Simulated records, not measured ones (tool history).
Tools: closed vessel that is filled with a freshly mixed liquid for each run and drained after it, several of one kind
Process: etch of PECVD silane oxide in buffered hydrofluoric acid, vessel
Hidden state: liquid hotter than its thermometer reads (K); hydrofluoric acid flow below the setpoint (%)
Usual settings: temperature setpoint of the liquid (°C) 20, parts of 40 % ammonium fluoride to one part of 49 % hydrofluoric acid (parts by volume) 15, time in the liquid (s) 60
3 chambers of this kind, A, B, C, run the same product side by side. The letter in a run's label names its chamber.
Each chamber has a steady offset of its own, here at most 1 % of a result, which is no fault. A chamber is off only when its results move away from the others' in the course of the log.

run,hour,temperature setpoint of the liquid (°C),parts of 40 % ammonium fluoride to one part of 49 % hydrofluoric acid (parts by volume),time in the liquid (s),hours since the thermometer was replaced,hours since the hydrofluoric acid flow meter was replaced,"read-back film thickness of the PECVD silane oxide reference wafer, read on the same gauge (nm)",thickness taken off the PECVD silane oxide on a monitor wafer (nm)
1A,5.9,20,15,60,956.3,1264.6,130,76.76
2B,11.3,20,15,60,301.2,570.8,130.01,76.214
3C,15.3,20,15,60,852.3,183.5,129.98,76.285
4A,18.6,20,15,60,969,1277.3,129.99,75.495
5B,24.2,20,15,60,314.1,583.7,130.01,74.881
6C,28.6,20,15,60,865.6,196.8,130.01,76.51
7A,33.4,23.5,15,60,983.8,1292.1,130.01,91.477
8C,40.6,23.5,15,60,877.6,208.8,129.99,93.067
9B,47.9,23.5,15,60,337.8,607.4,129.99,92.337
10B,53.7,20,15,35,343.6,613.2,130,44.622
11C,57.3,20,15,35,894.3,225.5,130.02,44.752
12A,60.7,20,15,35,1011.1,1319.4,130.03,44.501
13C,64.3,20,15,60,901.3,232.5,130.02,76.545
14A,70.1,20,10,70,1020.5,1328.8,130.03,132.04
15B,73.4,20,10,70,363.3,632.9,129.99,130.98
16A,80.4,20,10,70,1030.8,1339.1,129.99,130.41
17B,86.5,20,15,60,376.4,646,129.99,75.558
18C,91.3,20,15,60,928.3,259.5,130,76.077
19B,98.2,20,15,60,388.1,657.7,130,75.637
20C,101.7,20,15,60,938.7,269.9,130.01,76.838
21A,108,20,15,60,1058.4,1366.7,130.01,75.119
22A,112.7,20,15,60,1063.1,1371.4,130,76.442
23C,116.1,20,15,60,953.1,284.3,130.01,76.047

What goes on in this fleet: one chamber off, a drifting gauge, or nothing beyond the chambers' own small offsets? Name the chamber and the cause, if any.

No chamber stands off beyond its own small offset, and the gauge holds steady.
